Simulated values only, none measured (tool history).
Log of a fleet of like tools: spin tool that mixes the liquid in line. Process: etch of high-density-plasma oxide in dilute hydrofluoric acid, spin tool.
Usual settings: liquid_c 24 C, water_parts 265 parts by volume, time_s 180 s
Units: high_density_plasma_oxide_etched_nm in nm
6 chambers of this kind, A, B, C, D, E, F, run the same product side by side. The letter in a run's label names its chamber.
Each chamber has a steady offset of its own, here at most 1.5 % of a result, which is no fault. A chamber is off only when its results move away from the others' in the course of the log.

run   hour  liquid_c  water_parts  time_s  hours since the thermometer was replaced  hours since the hydrofluoric acid flow meter was replaced  read-back film thickness of the high-density-plasma oxide reference wafer, read on the same gauge (nm)  high_density_plasma_oxide_etched_nm
 1A    8.9        24          265     180                                     436.6                                                      583.1                                                                                                  50.011                               3.0142
 2F     20        24          265     180                                      2153                                                     1138.5                                                                                                  50.004                               3.1636
 3B     31        24          265     180                                     855.3                                                      441.1                                                                                                  50.004                               3.0755
 4E   40.9        24          265     180                                    1297.2                                                      324.4                                                                                                  49.997                               3.0409
 5C   52.7        24          265     180                                     969.7                                                      309.6                                                                                                  50.009                               3.0622
 6D     63        24          265     180                                     871.3                                                     1584.1                                                                                                  49.995                               3.0853
 7E   76.8        24          265     145                                    1333.1                                                      360.3                                                                                                  50.008                               2.4431
 8A     86        24          265     145                                     513.7                                                      660.2                                                                                                  50.011                               2.4271
 9C   95.9        24          265     145                                    1012.9                                                      352.8                                                                                                  49.992                               2.4743
10F  104.4        24          265     145                                    2237.4                                                     1222.9                                                                                                  50.005                               2.4873
11B  114.5        24          265     145                                     938.8                                                      524.6                                                                                                  49.998                               2.4461
12D  127.6        24          265     145                                     935.9                                                     1648.7                                                                                                      50                               2.5372
13E  139.2        24          265     180                                    1395.5                                                      422.7                                                                                                  49.994                               3.1424
14F  150.7        24          265     180                                    2283.7                                                     1269.2                                                                                                  49.999                               3.0895
     159.2  -- chamber B: hydrofluoric acid flow meter replaced
15B  160.4        24          265     180                                     984.7                                                        1.3                                                                                                  50.019                               3.0707
16A    175        24          265     180                                     602.7                                                      749.2                                                                                                  50.024                               3.0203
17C  186.9        24          265     180                                    1103.9                                                      443.8                                                                                                   49.99                               3.1376
18D  201.1        24          265     180                                    1009.4                                                     1722.2                                                                                                  49.999                               3.0891
19C  210.1        24          265     180                                    1127.1                                                        467                                                                                                  49.977                               3.0657
20F  218.7        24          265     180                                    2351.7                                                     1337.2                                                                                                  49.994                               3.0867
21D  233.6        24          265     180                                    1041.9                                                     1754.7                                                                                                  50.001                                3.134
22E  244.3        24          265     180                                    1500.6                                                      527.8                                                                                                  49.996                               3.0943
23B  258.3        24          265     180                                    1082.6                                                       99.2                                                                                                   50.02                                3.077
24A  272.4        24          265     180                                     700.1                                                      846.6                                                                                                  50.014                               3.1609
25A  282.1        24          265     180                                     709.8                                                      856.3                                                                                                  49.991                               3.0644
26E  291.8        24          265     180                                    1548.1                                                      575.3                                                                                                  49.991                               3.0733
27B    307        24          265     180                                    1131.3                                                      147.9                                                                                                  49.996                               3.0533
28D  315.4        24          265     180                                    1123.7                                                     1836.5                                                                                                  50.011                               3.0963
     323.9  -- chamber F: thermometer replaced
29C  330.1        24          265     180                                    1247.1                                                        587                                                                                                  49.991                               3.0747
30F  337.5        24          265     180                                      13.6                                                       1456                                                                                                   50.02                               3.0476
31A  346.5        24          265     180                                     774.2                                                      920.7                                                                                                  50.005                               3.1463
     353.6  -- chamber F: hydrofluoric acid flow meter replaced
32F  361.5        26          220     180                                      37.6                                                        7.9                                                                                                  49.991                               4.2112
33C  373.3        26          220     180                                    1290.3                                                      630.2                                                                                                  49.989                               4.1886
34B  385.8        26          220     180                                    1210.1                                                      226.7                                                                                                  50.014                               4.1364
35D  394.1        26          220     180                                    1202.4                                                     1915.2                                                                                                  50.005                               4.1821
36E  401.3        26          220     180                                    1657.6                                                      684.8                                                                                                  50.013                               4.1133
37F  412.3        26          220     180                                      88.4                                                       58.7                                                                                                  49.986                               4.1664
38A  423.7        24          265     180                                     851.4                                                      997.9                                                                                                  49.983                               3.2476
39D  433.3        24          265     180                                    1241.6                                                     1954.4                                                                                                  50.007                               3.1309
40B  443.9        24          170     280                                    1268.2                                                      284.8                                                                                                  49.995                               8.0959
41C  453.8        24          170     280                                    1370.8                                                      710.7                                                                                                  49.994                               8.2085
42E  462.5        24          170     280                                    1718.8                                                        746                                                                                                      50                               8.0243
43A  473.9        24          170     280                                     901.6                                                     1048.1                                                                                                  50.007                               8.4666
44B  480.6        24          170     280                                    1304.9                                                      321.5                                                                                                  49.999                               8.1994

All 6 chambers run these settings next. Forecast each chamber's results:
45A  491.4        21          265     180                                                                                                                                                                                                                                                 ?
45B  491.4        21          265     180                                                                                                                                                                                                                                                 ?
45C  491.4        21          265     180                                                                                                                                                                                                                                                 ?
45D  491.4        21          265     180                                                                                                                                                                                                                                                 ?
45E  491.4        21          265     180                                                                                                                                                                                                                                                 ?
45F  491.4        21          265     180                                                                                                                                                                                                                                                 ?

run  high_density_plasma_oxide_etched_nm
45A                               2.9277
45B                                2.735
45C                               2.7667
45D                               2.8322
45E                               2.7345
45F                               2.8018
